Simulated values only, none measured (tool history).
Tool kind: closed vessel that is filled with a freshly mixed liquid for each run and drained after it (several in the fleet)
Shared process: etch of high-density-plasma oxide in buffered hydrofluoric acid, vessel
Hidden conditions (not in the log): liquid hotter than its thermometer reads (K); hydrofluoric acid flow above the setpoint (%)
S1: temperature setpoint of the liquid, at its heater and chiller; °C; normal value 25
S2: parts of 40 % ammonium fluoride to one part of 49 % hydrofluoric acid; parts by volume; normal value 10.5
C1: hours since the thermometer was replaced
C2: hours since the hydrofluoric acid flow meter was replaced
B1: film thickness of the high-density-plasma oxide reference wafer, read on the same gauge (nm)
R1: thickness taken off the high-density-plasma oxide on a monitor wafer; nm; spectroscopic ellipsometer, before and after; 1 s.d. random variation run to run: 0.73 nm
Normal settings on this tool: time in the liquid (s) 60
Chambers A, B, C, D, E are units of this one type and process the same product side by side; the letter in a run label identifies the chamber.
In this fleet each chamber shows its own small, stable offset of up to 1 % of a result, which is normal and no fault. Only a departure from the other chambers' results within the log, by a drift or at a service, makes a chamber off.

{"run": "1C", "hour": 9.1, "S1": 25, "S2": 10.5, "time in the liquid (s)": 60, "C1": 72.9, "C2": 550.6, "B1": 149.99, "R1": 104.17}
{"run": "2D", "hour": 18.1, "S1": 25, "S2": 10.5, "time in the liquid (s)": 60, "C1": 554, "C2": 308.9, "B1": 150, "R1": 102.19}
{"run": "3A", "hour": 24.9, "S1": 25, "S2": 10.5, "time in the liquid (s)": 60, "C1": 972.5, "C2": 1060.6, "B1": 150, "R1": 101.83}
{"run": "4E", "hour": 38.8, "S1": 25, "S2": 10.5, "time in the liquid (s)": 60, "C1": 104.5, "C2": 579, "B1": 149.97, "R1": 103.82}
{"run": "5B", "hour": 50.3, "S1": 25, "S2": 10.5, "time in the liquid (s)": 60, "C1": 854.8, "C2": 761.1, "B1": 150, "R1": 103.19}
{"run": "6C", "hour": 58.7, "S1": 25, "S2": 10.5, "time in the liquid (s)": 60, "C1": 122.5, "C2": 600.2, "B1": 150.01, "R1": 103.43}
{"run": "7D", "hour": 65.6, "S1": 25, "S2": 10.5, "time in the liquid (s)": 60, "C1": 601.5, "C2": 356.4, "B1": 150, "R1": 102.49}
{"run": "8B", "hour": 73.9, "S1": 25, "S2": 10.5, "time in the liquid (s)": 60, "C1": 878.4, "C2": 784.7, "B1": 150.04, "R1": 103.22}
{"hour": 75.4, "done": "chamber D: thermometer replaced"}
{"run": "9A", "hour": 88.7, "S1": 25, "S2": 10.5, "time in the liquid (s)": 60, "C1": 1036.3, "C2": 1124.4, "B1": 150.03, "R1": 101.77}
{"run": "10E", "hour": 100.0, "S1": 25, "S2": 10.5, "time in the liquid (s)": 60, "C1": 165.7, "C2": 640.2, "B1": 150, "R1": 104.19}
{"run": "11D", "hour": 111.0, "S1": 25, "S2": 10.5, "time in the liquid (s)": 60, "C1": 35.6, "C2": 401.8, "B1": 149.99, "R1": 103.3}
{"run": "12B", "hour": 119.0, "S1": 25, "S2": 10.5, "time in the liquid (s)": 60, "C1": 923.5, "C2": 829.8, "B1": 150, "R1": 103.61}
{"run": "13C", "hour": 133.3, "S1": 25, "S2": 10.5, "time in the liquid (s)": 60, "C1": 197.1, "C2": 674.8, "B1": 149.98, "R1": 104.57}
{"run": "14A", "hour": 144.1, "S1": 25, "S2": 10.5, "time in the liquid (s)": 60, "C1": 1091.7, "C2": 1179.8, "B1": 150.02, "R1": 102.82}
{"run": "15E", "hour": 156.1, "S1": 25, "S2": 10.5, "time in the liquid (s)": 60, "C1": 221.8, "C2": 696.3, "B1": 150.01, "R1": 105.58}
{"run": "16B", "hour": 169.0, "S1": 25, "S2": 10.5, "time in the liquid (s)": 60, "C1": 973.5, "C2": 879.8, "B1": 150, "R1": 102.68}
{"run": "17A", "hour": 178.9, "S1": 25, "S2": 10.5, "time in the liquid (s)": 60, "C1": 1126.5, "C2": 1214.6, "B1": 150.03, "R1": 102.18}
{"run": "18D", "hour": 186.1, "S1": 25, "S2": 10.5, "time in the liquid (s)": 60, "C1": 110.7, "C2": 476.9, "B1": 149.99, "R1": 102.5}
{"hour": 186.9, "done": "chamber E: hydrofluoric acid flow meter replaced"}
{"run": "19C", "hour": 200.8, "S1": 25, "S2": 10.5, "time in the liquid (s)": 60, "C1": 264.6, "C2": 742.3, "B1": 150.01, "R1": 103.58}
{"run": "20E", "hour": 215.2, "S1": 25, "S2": 10.5, "time in the liquid (s)": 60, "C1": 280.9, "C2": 28.3, "B1": 150.02, "R1": 104.49}
{"run": "21C", "hour": 223.6, "S1": 25, "S2": 10.5, "time in the liquid (s)": 60, "C1": 287.4, "C2": 765.1, "B1": 150.02, "R1": 103.63}
{"run": "22D", "hour": 235.5, "S1": 25, "S2": 10.5, "time in the liquid (s)": 60, "C1": 160.1, "C2": 526.3, "B1": 149.99, "R1": 102.36}
{"run": "23A", "hour": 247.0, "S1": 25, "S2": 12.5, "time in the liquid (s)": 90, "C1": 1194.6, "C2": 1282.7, "B1": 150.01, "R1": 130.02}
{"run": "24E", "hour": 254.6, "S1": 25, "S2": 12.5, "time in the liquid (s)": 90, "C1": 320.3, "C2": 67.7, "B1": 149.98, "R1": 132.21}
{"run": "25B", "hour": 268.4, "S1": 25, "S2": 12.5, "time in the liquid (s)": 90, "C1": 1072.9, "C2": 979.2, "B1": 149.98, "R1": 131.53}
{"run": "26C", "hour": 281.0, "S1": 25, "S2": 12.5, "time in the liquid (s)": 90, "C1": 344.8, "C2": 822.5, "B1": 150.02, "R1": 131.79}
{"run": "27B", "hour": 288.9, "S1": 25, "S2": 12.5, "time in the liquid (s)": 90, "C1": 1093.4, "C2": 999.7, "B1": 150.01, "R1": 130.25}
{"run": "28E", "hour": 298.1, "S1": 25, "S2": 10.5, "time in the liquid (s)": 60, "C1": 363.8, "C2": 111.2, "B1": 150.02, "R1": 103.95}
{"run": "29D", "hour": 305.0, "S1": 20.5, "S2": 10.5, "time in the liquid (s)": 60, "C1": 229.6, "C2": 595.8, "B1": 150, "R1": 80.628}
{"run": "30A", "hour": 315.3, "S1": 20.5, "S2": 10.5, "time in the liquid (s)": 60, "C1": 1262.9, "C2": 1351, "B1": 150.01, "R1": 80.299}
{"run": "31B", "hour": 327.5, "S1": 20.5, "S2": 10.5, "time in the liquid (s)": 60, "C1": 1132, "C2": 1038.3, "B1": 150, "R1": 80.096}
{"run": "32D", "hour": 338.4, "S1": 20.5, "S2": 10.5, "time in the liquid (s)": 60, "C1": 263, "C2": 629.2, "B1": 150, "R1": 80.783}
{"run": "33C", "hour": 352.5, "S1": 20.5, "S2": 10.5, "time in the liquid (s)": 60, "C1": 416.3, "C2": 894, "B1": 149.97, "R1": 80.05}
{"run": "34A", "hour": 359.6, "S1": 25, "S2": 10.5, "time in the liquid (s)": 60, "C1": 1307.2, "C2": 1395.3, "B1": 150, "R1": 103.38}
{"run": "35E", "hour": 370.9, "S1": 21.5, "S2": 10.5, "time in the liquid (s)": 45, "C1": 436.6, "C2": 184, "B1": 149.99, "R1": 64.578}
{"run": "36E", "hour": 380.5, "S1": 21.5, "S2": 10.5, "time in the liquid (s)": 45, "C1": 446.2, "C2": 193.6, "B1": 150, "R1": 64.521}
{"run": "37C", "hour": 388.4, "S1": 21.5, "S2": 10.5, "time in the liquid (s)": 45, "C1": 452.2, "C2": 929.9, "B1": 150, "R1": 63.785}
{"hour": 395.9, "done": "chamber D: hydrofluoric acid flow meter replaced"}
{"run": "38D", "hour": 396.8, "S1": 21.5, "S2": 10.5, "time in the liquid (s)": 45, "C1": 321.4, "C2": 1, "B1": 150.01, "R1": 63.725}

Next, all 5 chambers run the settings below, one line each with question marks for the results. What does each chamber give?
{"run": "39A", "hour": 407.5, "S1": 25, "S2": 10.5, "time in the liquid (s)": 60, "R1": "?"}
{"run": "39B", "hour": 407.5, "S1": 25, "S2": 10.5, "time in the liquid (s)": 60, "R1": "?"}
{"run": "39C", "hour": 407.5, "S1": 25, "S2": 10.5, "time in the liquid (s)": 60, "R1": "?"}
{"run": "39D", "hour": 407.5, "S1": 25, "S2": 10.5, "time in the liquid (s)": 60, "R1": "?"}
{"run": "39E", "hour": 407.5, "S1": 25, "S2": 10.5, "time in the liquid (s)": 60, "R1": "?"}

run=39A R1=103.82
run=39B R1=102.81
run=39C R1=105.34
run=39D R1=103.09
run=39E R1=102.99
